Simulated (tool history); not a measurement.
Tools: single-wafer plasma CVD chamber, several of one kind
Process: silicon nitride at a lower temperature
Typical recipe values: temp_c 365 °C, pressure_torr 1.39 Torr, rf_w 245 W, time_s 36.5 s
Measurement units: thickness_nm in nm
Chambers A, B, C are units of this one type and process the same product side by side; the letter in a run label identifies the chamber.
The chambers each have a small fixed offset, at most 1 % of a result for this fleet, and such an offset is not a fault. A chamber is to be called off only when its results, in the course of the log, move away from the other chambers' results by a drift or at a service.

run	hour	temp_c	pressure_torr	rf_w	time_s	read-back reference wafer on the same gauge, thickness_nm	thickness_nm
1B	6.1	365	1.39	245	36.5	34.731	35.468
2C	18.1	365	1.39	245	36.5	34.723	35.410
3A	23.6	365	1.39	245	36.5	34.706	35.723
4C	35.7	365	1.39	245	36.5	34.715	35.297
5B	41.8	365	1.39	245	36.5	34.660	35.415
6A	52.0	365	1.39	245	36.5	34.710	35.921
7C	63.2	365	1.39	245	36.5	34.701	35.218
8B	70.7	365	1.39	245	36.5	34.702	35.577
9A	81.5	365	1.16	290	36.5	34.687	38.176
10A	87.4	365	1.16	290	36.5	34.702	38.203
# hour 91.6: chamber B: capacitance manometer re-zeroed and calibrated
11C	93.3	365	1.16	290	36.5	34.735	37.582
12B	103.5	365	1.68	245	36.5	34.695	37.625
13C	113.7	365	1.68	245	36.5	34.730	37.107
14B	125.5	365	1.68	245	36.5	34.701	37.596
15A	133.7	365	1.39	245	36.5	34.712	36.005
16B	143.8	365	1.39	245	36.5	34.695	35.538
17C	150.3	365	1.39	245	36.5	34.708	35.178
# hour 159.5: chamber C: RF generator calibrated
18A	162.4	365	1.39	275	36.5	34.696	38.785
19A	170.0	365	1.39	275	36.5	34.686	38.786
20B	180.3	365	1.39	275	36.5	34.710	38.496
21C	190.8	365	1.68	245	36.5	34.708	37.215
22B	196.7	365	1.68	245	36.5	34.705	37.480
23C	207.0	365	1.68	245	36.5	34.690	37.089
24A	218.4	365	1.39	245	36.5	34.703	35.714
25B	225.3	365	1.39	245	36.5	34.700	35.419
26A	236.8	365	1.39	245	36.5	34.662	35.812
27C	245.8	359	1.39	245	36.5	34.680	35.439
28B	258.0	359	1.39	245	36.5	34.711	35.478
29C	265.1	359	1.39	245	36.5	34.738	35.481
30A	276.3	365	1.39	245	36.5	34.698	35.929
31C	283.7	365	1.39	245	36.5	34.695	35.354
32B	295.8	365	1.59	245	36.5	34.706	36.769
33A	307.4	365	1.59	245	36.5	34.689	37.423
34C	317.0	365	1.59	245	36.5	34.670	36.734
35A	323.7	365	1.39	245	36.5	34.708	35.743
36B	336.0	365	1.39	245	36.5	34.719	35.376
37B	345.7	365	1.39	245	36.5	34.693	35.540
38A	355.0	365	1.39	245	36.5	34.684	35.828
39C	361.4	365	1.39	245	36.5	34.712	35.280
40A	372.6	365	1.39	245	36.5	34.702	35.638
41B	382.0	365	1.56	230	36.5	34.685	35.062

Each of the 3 chambers runs these same settings next. Fill in every chamber's results:
42A	390.8	365	1.39	245	36.5		?
42B	390.8	365	1.39	245	36.5		?
42C	390.8	365	1.39	245	36.5		?

run	thickness_nm
42A	35.862
42B	35.474
42C	34.964
